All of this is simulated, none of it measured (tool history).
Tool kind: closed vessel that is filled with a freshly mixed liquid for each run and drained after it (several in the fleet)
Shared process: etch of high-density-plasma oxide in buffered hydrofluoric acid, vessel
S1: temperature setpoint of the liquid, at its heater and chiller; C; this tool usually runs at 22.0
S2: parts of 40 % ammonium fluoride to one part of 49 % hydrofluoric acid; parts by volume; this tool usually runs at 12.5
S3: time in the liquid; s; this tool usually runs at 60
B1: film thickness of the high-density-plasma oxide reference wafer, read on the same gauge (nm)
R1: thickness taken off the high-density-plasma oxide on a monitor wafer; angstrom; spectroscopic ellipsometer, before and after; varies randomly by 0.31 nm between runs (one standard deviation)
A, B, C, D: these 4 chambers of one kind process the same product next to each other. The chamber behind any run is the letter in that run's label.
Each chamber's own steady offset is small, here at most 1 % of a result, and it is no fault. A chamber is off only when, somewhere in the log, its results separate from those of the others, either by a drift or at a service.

{"run": "1D", "hour": 6.9, "S1": 22.0, "S2": 12.5, "S3": 60, "B1": 29.98, "R1": 533.51}
{"run": "2C", "hour": 12.7, "S1": 22.0, "S2": 12.5, "S3": 60, "B1": 30.0, "R1": 546.28}
{"run": "3A", "hour": 20.0, "S1": 22.0, "S2": 12.5, "S3": 60, "B1": 30.04, "R1": 546.3}
{"run": "4B", "hour": 28.3, "S1": 22.0, "S2": 12.5, "S3": 60, "B1": 30.007, "R1": 532.4}
{"run": "5D", "hour": 33.5, "S1": 22.0, "S2": 12.5, "S3": 60, "B1": 29.981, "R1": 535.83}
{"run": "6A", "hour": 42.0, "S1": 22.0, "S2": 12.5, "S3": 60, "B1": 30.017, "R1": 537.12}
{"run": "7C", "hour": 50.4, "S1": 22.0, "S2": 12.5, "S3": 60, "B1": 29.991, "R1": 540.92}
{"hour": 57.9, "done": "chamber D: hydrofluoric acid flow meter replaced"}
{"run": "8B", "hour": 60.2, "S1": 22.0, "S2": 12.5, "S3": 60, "B1": 29.997, "R1": 534.62}
{"run": "9D", "hour": 69.3, "S1": 25.5, "S2": 12.5, "S3": 60, "B1": 29.993, "R1": 663.2}
{"hour": 72.4, "done": "chamber A: hydrofluoric acid flow meter replaced"}
{"run": "10A", "hour": 77.9, "S1": 25.5, "S2": 12.5, "S3": 60, "B1": 29.989, "R1": 657.74}
{"run": "11B", "hour": 84.8, "S1": 25.5, "S2": 12.5, "S3": 60, "B1": 30.012, "R1": 649.8}
{"run": "12C", "hour": 90.8, "S1": 25.5, "S2": 12.5, "S3": 60, "B1": 30.017, "R1": 649.32}
{"hour": 91.3, "done": "chamber B: thermometer replaced"}
{"run": "13D", "hour": 99.2, "S1": 22.0, "S2": 12.5, "S3": 60, "B1": 29.999, "R1": 557.5}
{"run": "14C", "hour": 109.4, "S1": 22.0, "S2": 12.5, "S3": 60, "B1": 29.97, "R1": 537.97}
{"run": "15B", "hour": 119.8, "S1": 22.0, "S2": 12.5, "S3": 60, "B1": 30.015, "R1": 537.26}
{"run": "16A", "hour": 127.5, "S1": 22.0, "S2": 12.5, "S3": 60, "B1": 29.974, "R1": 545.94}
{"run": "17A", "hour": 133.7, "S1": 22.0, "S2": 12.5, "S3": 60, "B1": 29.977, "R1": 543.23}
{"run": "18B", "hour": 138.3, "S1": 22.0, "S2": 12.5, "S3": 60, "B1": 29.999, "R1": 533.93}
{"run": "19C", "hour": 147.4, "S1": 22.0, "S2": 12.5, "S3": 60, "B1": 30.004, "R1": 539.81}
{"run": "20D", "hour": 156.3, "S1": 22.0, "S2": 12.5, "S3": 60, "B1": 30.001, "R1": 566.75}
{"run": "21B", "hour": 161.2, "S1": 22.0, "S2": 12.5, "S3": 60, "B1": 30.02, "R1": 539.87}
{"run": "22A", "hour": 170.6, "S1": 22.0, "S2": 12.5, "S3": 60, "B1": 30.022, "R1": 540.84}
{"run": "23C", "hour": 179.0, "S1": 22.0, "S2": 16.5, "S3": 40, "B1": 29.997, "R1": 274.53}
{"run": "24D", "hour": 188.9, "S1": 22.0, "S2": 16.5, "S3": 40, "B1": 30.012, "R1": 293.42}
{"run": "25D", "hour": 197.5, "S1": 22.0, "S2": 16.5, "S3": 40, "B1": 30.003, "R1": 291.51}
{"run": "26A", "hour": 203.5, "S1": 22.0, "S2": 16.5, "S3": 40, "B1": 29.98, "R1": 276.55}
{"run": "27C", "hour": 212.7, "S1": 22.0, "S2": 12.5, "S3": 60, "B1": 29.99, "R1": 542.48}
{"run": "28B", "hour": 218.8, "S1": 22.0, "S2": 12.5, "S3": 60, "B1": 30.024, "R1": 533.16}
{"run": "29A", "hour": 225.2, "S1": 22.0, "S2": 12.5, "S3": 60, "B1": 30.016, "R1": 540.29}
{"run": "30D", "hour": 233.1, "S1": 22.0, "S2": 12.5, "S3": 60, "B1": 30.003, "R1": 582.53}
{"run": "31B", "hour": 242.9, "S1": 22.0, "S2": 12.5, "S3": 60, "B1": 30.009, "R1": 537.57}

What goes on in this fleet: one chamber off, a drifting gauge, or nothing beyond the chambers' own small offsets? Name the chamber and the cause, if any.

It is chamber D that slowly wanders off from its peers.
Cause: liquid hotter than its thermometer reads (K) = 1.49.

Below are 4 candidate recipes for chamber D's next run, each the usual settings with a change, their results shown as question marks. Which of them brings D's results back in line with what the other chambers give on the usual settings?
Maximum distance from the other chambers' mean on the usual settings for a result to count as in line: R1 11.00 angstrom
{"run": "32D-1", "hour": 250.4, "S1": 19.0, "S2": 12.5, "S3": 60, "R1": "?"}
{"run": "32D-2", "hour": 250.4, "S1": 20.5, "S2": 12.5, "S3": 60, "R1": "?"}
{"run": "32D-3", "hour": 250.4, "S1": 22.0, "S2": 11.5, "S3": 60, "R1": "?"}
{"run": "32D-4", "hour": 250.4, "S1": 22.0, "S2": 10.5, "S3": 60, "R1": "?"}

The other chambers' mean on the usual settings: R1 539.03 angstrom
run=32D-1 R1=493.43
run=32D-2 R1=536.93
run=32D-3 R1=633.90
run=32D-4 R1=693.41
The right change is 32D-2: it brings the chamber back within the allowed miss of the others.
